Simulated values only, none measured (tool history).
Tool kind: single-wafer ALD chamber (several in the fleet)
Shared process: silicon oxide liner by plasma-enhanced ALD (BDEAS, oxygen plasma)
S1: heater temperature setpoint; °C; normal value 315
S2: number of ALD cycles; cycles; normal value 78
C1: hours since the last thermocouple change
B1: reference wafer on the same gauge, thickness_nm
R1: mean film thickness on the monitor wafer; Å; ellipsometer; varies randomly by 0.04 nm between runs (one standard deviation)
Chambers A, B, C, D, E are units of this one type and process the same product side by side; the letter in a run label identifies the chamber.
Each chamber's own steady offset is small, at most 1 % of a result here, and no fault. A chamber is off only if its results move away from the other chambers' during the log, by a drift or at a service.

run 1E hour=6.2 | S1=315 S2=78 | C1=1238.7 | B1=5.8471 | R1=71.341
-- hour=12.6 chamber B: thermocouple changed; heater temperature recalibrated
run 2B hour=18.5 | S1=315 S2=78 | C1=5.9 | B1=5.8378 | R1=70.974
run 3C hour=27.5 | S1=315 S2=78 | C1=381.3 | B1=5.8366 | R1=71.356
run 4D hour=35.2 | S1=315 S2=78 | C1=209.7 | B1=5.8447 | R1=70.936
run 5A hour=48.0 | S1=315 S2=78 | C1=1444.1 | B1=5.8389 | R1=70.921
run 6A hour=54.8 | S1=315 S2=78 | C1=1450.9 | B1=5.8492 | R1=71.436
run 7D hour=67.2 | S1=315 S2=93 | C1=241.7 | B1=5.8335 | R1=83.820
run 8C hour=77.6 | S1=315 S2=93 | C1=431.4 | B1=5.8451 | R1=85.772
run 9E hour=88.6 | S1=315 S2=93 | C1=1321.1 | B1=5.8457 | R1=86.009
run 10B hour=96.1 | S1=315 S2=93 | C1=83.5 | B1=5.8420 | R1=84.899
run 11B hour=107.8 | S1=315 S2=93 | C1=95.2 | B1=5.8371 | R1=84.853
run 12C hour=117.0 | S1=315 S2=78 | C1=470.8 | B1=5.8368 | R1=71.070
run 13D hour=123.0 | S1=315 S2=78 | C1=297.5 | B1=5.8349 | R1=70.874
run 14E hour=133.1 | S1=315 S2=78 | C1=1365.6 | B1=5.8344 | R1=70.855
run 15A hour=142.0 | S1=315 S2=78 | C1=1538.1 | B1=5.8363 | R1=71.799
run 16C hour=152.8 | S1=315 S2=78 | C1=506.6 | B1=5.8402 | R1=70.680
run 17D hour=158.5 | S1=315 S2=78 | C1=333.0 | B1=5.8395 | R1=71.313
run 18E hour=168.5 | S1=315 S2=78 | C1=1401.0 | B1=5.8440 | R1=71.574
run 19B hour=180.2 | S1=315 S2=78 | C1=167.6 | B1=5.8446 | R1=71.519
run 20A hour=188.3 | S1=315 S2=78 | C1=1584.4 | B1=5.8393 | R1=71.342
run 21D hour=200.8 | S1=315 S2=78 | C1=375.3 | B1=5.8370 | R1=70.104
run 22B hour=209.6 | S1=315 S2=66 | C1=197.0 | B1=5.8457 | R1=60.071
run 23E hour=220.9 | S1=315 S2=66 | C1=1453.4 | B1=5.8332 | R1=61.344
run 24C hour=227.5 | S1=315 S2=66 | C1=581.3 | B1=5.8364 | R1=60.200
run 25A hour=236.1 | S1=315 S2=66 | C1=1632.2 | B1=5.8512 | R1=60.180
run 26A hour=246.9 | S1=315 S2=66 | C1=1643.0 | B1=5.8421 | R1=60.288
run 27C hour=257.7 | S1=315 S2=78 | C1=611.5 | B1=5.8429 | R1=71.014
run 28D hour=268.7 | S1=315 S2=78 | C1=443.2 | B1=5.8339 | R1=70.341
run 29E hour=277.5 | S1=315 S2=78 | C1=1510.0 | B1=5.8394 | R1=72.206
run 30B hour=288.1 | S1=315 S2=78 | C1=275.5 | B1=5.8437 | R1=71.875
run 31D hour=295.7 | S1=315 S2=78 | C1=470.2 | B1=5.8362 | R1=70.569
run 32E hour=302.4 | S1=315 S2=78 | C1=1534.9 | B1=5.8383 | R1=71.705
run 33A hour=311.2 | S1=315 S2=78 | C1=1707.3 | B1=5.8480 | R1=71.529
run 34B hour=323.6 | S1=302 S2=91 | C1=311.0 | B1=5.8428 | R1=84.595
run 35C hour=331.5 | S1=302 S2=91 | C1=685.3 | B1=5.8366 | R1=85.695
run 36E hour=339.6 | S1=302 S2=91 | C1=1572.1 | B1=5.8394 | R1=84.791

Next, all 5 chambers run the settings below, one line each with question marks for the results. What does each chamber give?
run 37A hour=348.8 | S1=315 S2=78 | R1=?
run 37B hour=348.8 | S1=315 S2=78 | R1=?
run 37C hour=348.8 | S1=315 S2=78 | R1=?
run 37D hour=348.8 | S1=315 S2=78 | R1=?
run 37E hour=348.8 | S1=315 S2=78 | R1=?

run=37A R1=71.337
run=37B R1=71.414
run=37C R1=70.949
run=37D R1=69.732
run=37E R1=71.932
